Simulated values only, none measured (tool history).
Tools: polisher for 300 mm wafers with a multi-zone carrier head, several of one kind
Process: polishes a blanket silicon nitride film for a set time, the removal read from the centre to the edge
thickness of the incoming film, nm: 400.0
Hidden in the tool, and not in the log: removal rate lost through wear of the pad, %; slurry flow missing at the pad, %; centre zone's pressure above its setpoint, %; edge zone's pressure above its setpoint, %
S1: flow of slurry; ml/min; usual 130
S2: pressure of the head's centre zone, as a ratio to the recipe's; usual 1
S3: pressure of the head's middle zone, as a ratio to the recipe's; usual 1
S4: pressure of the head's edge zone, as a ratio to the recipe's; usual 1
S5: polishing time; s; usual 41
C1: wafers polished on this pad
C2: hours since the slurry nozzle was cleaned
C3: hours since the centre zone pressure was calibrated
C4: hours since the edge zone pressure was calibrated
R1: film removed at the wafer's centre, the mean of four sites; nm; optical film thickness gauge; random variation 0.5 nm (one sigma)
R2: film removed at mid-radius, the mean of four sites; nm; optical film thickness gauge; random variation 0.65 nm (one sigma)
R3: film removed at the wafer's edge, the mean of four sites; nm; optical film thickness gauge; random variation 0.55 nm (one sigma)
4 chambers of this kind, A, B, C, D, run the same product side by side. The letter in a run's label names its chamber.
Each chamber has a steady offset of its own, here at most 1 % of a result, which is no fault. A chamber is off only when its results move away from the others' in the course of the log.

{"run": "1D", "day": 0.362, "S1": 130, "S2": 1, "S3": 1, "S4": 1, "S5": 41, "C1": 477, "C2": 385, "C3": 644.3, "C4": 407, "R1": 76.406, "R2": 76.734, "R3": 77.09}
{"run": "2C", "day": 0.679, "S1": 130, "S2": 1, "S3": 1, "S4": 1, "S5": 41, "C1": 1145, "C2": 275.1, "C3": 496.4, "C4": 19.5, "R1": 78.229, "R2": 76.991, "R3": 78.03}
{"run": "3A", "day": 0.867, "S1": 130, "S2": 1, "S3": 1, "S4": 1, "S5": 41, "C1": 604, "C2": 841.1, "C3": 129.7, "C4": 159.1, "R1": 77.475, "R2": 76.647, "R3": 76.627}
{"run": "4B", "day": 1.058, "S1": 130, "S2": 1, "S3": 1, "S4": 1, "S5": 41, "C1": 658, "C2": 718.8, "C3": 125.8, "C4": 685.9, "R1": 77.054, "R2": 77.335, "R3": 78.991}
{"day": 1.112, "done": "chamber A: worn pad replaced by a new one"}
{"run": "5D", "day": 1.433, "S1": 130, "S2": 1, "S3": 1, "S4": 1, "S5": 41, "C1": 681, "C2": 410.7, "C3": 670, "C4": 432.7, "R1": 77.718, "R2": 77.53, "R3": 77.659}
{"run": "6C", "day": 1.742, "S1": 130, "S2": 1.09, "S3": 1, "S4": 1, "S5": 41, "C1": 1347, "C2": 300.6, "C3": 521.9, "C4": 45, "R1": 86.626, "R2": 77.425, "R3": 78.044}
{"day": 1.942, "done": "chamber C: worn pad replaced by a new one"}
{"run": "7A", "day": 2.067, "S1": 130, "S2": 1.09, "S3": 1, "S4": 1, "S5": 41, "C1": 182, "C2": 869.9, "C3": 158.5, "C4": 187.9, "R1": 85.798, "R2": 78.533, "R3": 77.403}
{"day": 2.262, "done": "chamber D: worn pad replaced by a new one"}
{"run": "8B", "day": 2.308, "S1": 130, "S2": 1.09, "S3": 1, "S4": 1, "S5": 41, "C1": 896, "C2": 748.8, "C3": 155.8, "C4": 715.9, "R1": 86.014, "R2": 76.241, "R3": 77.928}
{"run": "9C", "day": 2.617, "S1": 130, "S2": 1.09, "S3": 1, "S4": 1, "S5": 41, "C1": 129, "C2": 321.6, "C3": 542.9, "C4": 66, "R1": 85.911, "R2": 77.967, "R3": 78.131}
{"run": "10D", "day": 2.842, "S1": 130, "S2": 1, "S3": 1, "S4": 1, "S5": 41, "C1": 110, "C2": 444.5, "C3": 703.8, "C4": 466.5, "R1": 76.71, "R2": 77.246, "R3": 77.656}
{"run": "11B", "day": 3.112, "S1": 130, "S2": 1, "S3": 1, "S4": 1, "S5": 41, "C1": 1050, "C2": 768.1, "C3": 175.1, "C4": 735.2, "R1": 78.848, "R2": 76.618, "R3": 79.502}
{"run": "12A", "day": 3.467, "S1": 130, "S2": 1, "S3": 1, "S4": 1, "S5": 41, "C1": 449, "C2": 903.5, "C3": 192.1, "C4": 221.5, "R1": 77.125, "R2": 78.859, "R3": 77.708}
{"day": 3.6, "done": "chamber A: slurry nozzle cleaned"}
{"run": "13B", "day": 3.825, "S1": 130, "S2": 1, "S3": 1, "S4": 1, "S5": 41, "C1": 1186, "C2": 785.2, "C3": 192.2, "C4": 752.3, "R1": 79.922, "R2": 76.856, "R3": 78.699}
{"day": 3.9, "done": "chamber B: worn pad replaced by a new one"}
{"run": "14A", "day": 4.083, "S1": 130, "S2": 1, "S3": 1, "S4": 1, "S5": 41, "C1": 567, "C2": 11.6, "C3": 206.9, "C4": 236.3, "R1": 77.924, "R2": 78.452, "R3": 77.279}
{"day": 4.196, "done": "chamber A: worn pad replaced by a new one"}
{"run": "15D", "day": 4.304, "S1": 130, "S2": 1, "S3": 1, "S4": 1, "S5": 41, "C1": 389, "C2": 479.6, "C3": 738.9, "C4": 501.6, "R1": 77.093, "R2": 78.081, "R3": 77.369}
{"run": "16C", "day": 4.662, "S1": 130, "S2": 1, "S3": 1, "S4": 1, "S5": 41, "C1": 519, "C2": 370.7, "C3": 592, "C4": 115.1, "R1": 78.669, "R2": 77.642, "R3": 77.963}
{"run": "17C", "day": 4.925, "S1": 130, "S2": 1, "S3": 1, "S4": 1, "S5": 41, "C1": 569, "C2": 377, "C3": 598.3, "C4": 121.4, "R1": 77.778, "R2": 76.927, "R3": 77.892}
{"day": 5.075, "done": "chamber B: slurry nozzle cleaned"}
{"run": "18D", "day": 5.192, "S1": 130, "S2": 1, "S3": 1, "S4": 1, "S5": 41, "C1": 559, "C2": 500.9, "C3": 760.2, "C4": 522.9, "R1": 78.463, "R2": 78.278, "R3": 77.654}
{"run": "19B", "day": 5.596, "S1": 130, "S2": 1, "S3": 1, "S4": 1, "S5": 41, "C1": 324, "C2": 12.5, "C3": 234.7, "C4": 794.8, "R1": 80.417, "R2": 77.011, "R3": 79.222}
{"run": "20A", "day": 5.825, "S1": 130, "S2": 1, "S3": 1, "S4": 1, "S5": 41, "C1": 311, "C2": 53.4, "C3": 248.7, "C4": 278.1, "R1": 76.824, "R2": 77.924, "R3": 78.228}
{"day": 5.996, "done": "chamber D: worn pad replaced by a new one"}
{"run": "21B", "day": 6.083, "S1": 130, "S2": 1, "S3": 1, "S4": 1, "S5": 41, "C1": 417, "C2": 24.2, "C3": 246.4, "C4": 806.5, "R1": 81.877, "R2": 76.136, "R3": 78.26}
{"run": "22A", "day": 6.292, "S1": 130, "S2": 1, "S3": 1, "S4": 1, "S5": 48, "C1": 400, "C2": 64.6, "C3": 259.9, "C4": 289.3, "R1": 89.191, "R2": 90.876, "R3": 90.187}
{"run": "23C", "day": 6.467, "S1": 130, "S2": 1, "S3": 1, "S4": 1, "S5": 48, "C1": 863, "C2": 414, "C3": 635.3, "C4": 158.4, "R1": 91.988, "R2": 90.584, "R3": 91.034}
{"run": "24D", "day": 6.821, "S1": 130, "S2": 1, "S3": 1, "S4": 1, "S5": 48, "C1": 157, "C2": 540, "C3": 799.3, "C4": 562, "R1": 90.85, "R2": 90.352, "R3": 91.472}

All 4 chambers run these settings next. Forecast each chamber's results:
{"run": "25A", "day": 7.108, "S1": 105, "S2": 1, "S3": 1, "S4": 1, "S5": 41, "R1": "?", "R2": "?", "R3": "?"}
{"run": "25B", "day": 7.108, "S1": 105, "S2": 1, "S3": 1, "S4": 1, "S5": 41, "R1": "?", "R2": "?", "R3": "?"}
{"run": "25C", "day": 7.108, "S1": 105, "S2": 1, "S3": 1, "S4": 1, "S5": 41, "R1": "?", "R2": "?", "R3": "?"}
{"run": "25D", "day": 7.108, "S1": 105, "S2": 1, "S3": 1, "S4": 1, "S5": 41, "R1": "?", "R2": "?", "R3": "?"}

run=25A R1=72.836 R2=73.145 R3=74.41
run=25B R1=77.927 R2=73.217 R3=76.091
run=25C R1=73.578 R2=73.97 R3=75.1
run=25D R1=73.001 R2=74.477 R3=74.548
